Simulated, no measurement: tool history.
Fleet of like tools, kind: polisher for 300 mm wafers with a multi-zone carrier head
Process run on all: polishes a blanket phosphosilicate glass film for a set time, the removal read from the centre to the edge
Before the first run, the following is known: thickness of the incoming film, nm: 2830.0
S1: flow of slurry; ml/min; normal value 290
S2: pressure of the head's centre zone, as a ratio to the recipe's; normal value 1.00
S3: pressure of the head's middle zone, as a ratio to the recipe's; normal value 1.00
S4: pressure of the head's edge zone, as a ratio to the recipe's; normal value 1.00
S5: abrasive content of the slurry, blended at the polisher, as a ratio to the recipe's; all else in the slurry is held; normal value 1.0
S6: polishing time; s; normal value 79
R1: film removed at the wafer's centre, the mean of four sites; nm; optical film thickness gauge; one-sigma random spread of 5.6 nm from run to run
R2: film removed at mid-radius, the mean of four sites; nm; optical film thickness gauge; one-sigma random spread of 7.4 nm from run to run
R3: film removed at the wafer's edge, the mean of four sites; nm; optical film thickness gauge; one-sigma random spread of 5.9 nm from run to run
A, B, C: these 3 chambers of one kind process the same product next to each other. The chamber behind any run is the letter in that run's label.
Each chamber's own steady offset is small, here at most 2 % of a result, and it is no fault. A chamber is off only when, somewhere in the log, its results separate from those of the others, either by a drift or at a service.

Run 1B, hour 8.3: usual settings. Result: R1 634.39 nm, R2 635.59 nm, R3 627.64 nm.
At hour 11.2: chamber A: worn pad replaced by a new one.
Run 2A, hour 13.4: usual settings. Result: R1 624.75 nm, R2 617.19 nm, R3 619.06 nm.
Run 3C, hour 21.5: usual settings. Result: R1 644.26 nm, R2 632.31 nm, R3 628.14 nm.
Run 4C, hour 27.2: usual settings. Result: R1 620.60 nm, R2 644.96 nm, R3 631.31 nm.
Run 5A, hour 32.4: usual settings. Result: R1 625.48 nm, R2 615.25 nm, R3 627.72 nm.
Run 6B, hour 38.9: usual settings. Result: R1 638.85 nm, R2 628.86 nm, R3 622.92 nm.
At hour 42.4: chamber B: worn pad replaced by a new one.
Run 7A, hour 42.6: usual settings. Result: R1 637.23 nm, R2 611.90 nm, R3 635.57 nm.
Run 8C, hour 46.7: usual settings but S5 0.9. Result: R1 609.49 nm, R2 611.09 nm, R3 605.55 nm.
Run 9B, hour 54.9: usual settings but S5 0.9. Result: R1 611.75 nm, R2 618.71 nm, R3 590.58 nm.
Run 10A, hour 60.9: usual settings but S5 0.9. Result: R1 604.33 nm, R2 585.19 nm, R3 604.77 nm.
Run 11C, hour 68.6: usual settings. Result: R1 637.69 nm, R2 636.54 nm, R3 627.08 nm.
At hour 69.4: chamber C: worn pad replaced by a new one.
Run 12B, hour 75.4: usual settings. Result: R1 650.56 nm, R2 630.30 nm, R3 633.73 nm.
Run 13A, hour 80.1: usual settings. Result: R1 635.99 nm, R2 622.38 nm, R3 628.11 nm.
Run 14B, hour 86.0: usual settings. Result: R1 648.96 nm, R2 636.18 nm, R3 624.81 nm.
Run 15C, hour 94.2: usual settings. Result: R1 623.61 nm, R2 649.97 nm, R3 624.43 nm.
Run 16B, hour 98.0: usual settings but S1 200 ml/min, S2 0.92. Result: R1 551.32 nm, R2 612.47 nm, R3 605.79 nm.
Run 17C, hour 102.7: usual settings but S1 200 ml/min, S2 0.92. Result: R1 540.07 nm, R2 592.14 nm, R3 610.84 nm.
Run 18A, hour 106.6: usual settings but S1 200 ml/min, S2 0.92. Result: R1 553.51 nm, R2 596.88 nm, R3 600.53 nm.
Run 19A, hour 110.6: usual settings. Result: R1 643.79 nm, R2 606.89 nm, R3 614.11 nm.
Run 20C, hour 114.7: usual settings but S3 1.08, S6 92 s. Result: R1 729.37 nm, R2 791.68 nm, R3 720.27 nm.
Run 21B, hour 122.5: usual settings but S3 1.08, S6 92 s. Result: R1 741.29 nm, R2 779.17 nm, R3 720.62 nm.
Run 22B, hour 128.8: usual settings but S3 1.08, S6 92 s. Result: R1 748.03 nm, R2 792.95 nm, R3 719.64 nm.
At hour 137.0: chamber A: worn pad replaced by a new one.
Run 23C, hour 137.0: usual settings but S1 230 ml/min, S4 1.06. Result: R1 605.55 nm, R2 596.51 nm, R3 617.66 nm.
Run 24A, hour 144.2: usual settings but S1 230 ml/min, S4 1.06. Result: R1 621.63 nm, R2 597.42 nm, R3 638.62 nm.
At hour 147.5: chamber B: worn pad replaced by a new one.
Run 25A, hour 148.0: usual settings but S1 230 ml/min, S4 1.06. Result: R1 624.54 nm, R2 616.86 nm, R3 631.57 nm.
Run 26C, hour 152.7: usual settings. Result: R1 619.85 nm, R2 634.92 nm, R3 601.48 nm.
Run 27B, hour 160.3: usual settings. Result: R1 633.30 nm, R2 641.44 nm, R3 630.61 nm.
Run 28A, hour 167.4: usual settings. Result: R1 634.37 nm, R2 612.98 nm, R3 631.85 nm.
Run 29C, hour 172.1: usual settings. Result: R1 615.99 nm, R2 624.07 nm, R3 612.29 nm.
At hour 178.1: chamber A: slurry nozzle cleaned.
Run 30B, hour 179.5: usual settings. Result: R1 633.88 nm, R2 623.15 nm, R3 624.84 nm.
Run 31A, hour 186.8: usual settings but S1 340 ml/min, S2 1.08. Result: R1 698.83 nm, R2 618.68 nm, R3 633.85 nm.
Run 32C, hour 194.8: usual settings but S1 340 ml/min, S2 1.08. Result: R1 673.80 nm, R2 620.01 nm, R3 621.94 nm.
Run 33B, hour 203.0: usual settings but S1 340 ml/min, S2 1.08. Result: R1 698.11 nm, R2 649.08 nm, R3 633.92 nm.
Run 34B, hour 207.4: usual settings but S1 210 ml/min, S3 1.11. Result: R1 607.91 nm, R2 667.25 nm, R3 616.50 nm.
Run 35A, hour 213.6: usual settings but S1 210 ml/min, S3 1.11. Result: R1 608.66 nm, R2 661.46 nm, R3 618.08 nm.
Run 36C, hour 217.6: usual settings but S1 210 ml/min, S3 1.11. Result: R1 556.43 nm, R2 612.57 nm, R3 575.61 nm.
Run 37B, hour 225.0: usual settings but S2 0.96. Result: R1 604.07 nm, R2 647.99 nm, R3 620.83 nm.

Next, every chamber runs the same settings. What will each give?
Run 38A, hour 231.0: usual settings. Result: R1 ?, R2 ?, R3 ?.
Run 38B, hour 231.0: usual settings. Result: R1 ?, R2 ?, R3 ?.
Run 38C, hour 231.0: usual settings. Result: R1 ?, R2 ?, R3 ?.

run      R1      R2      R3
38A  630.94  618.25  611.89
38B  636.71  634.81  625.04
38C  591.46  602.31  598.00
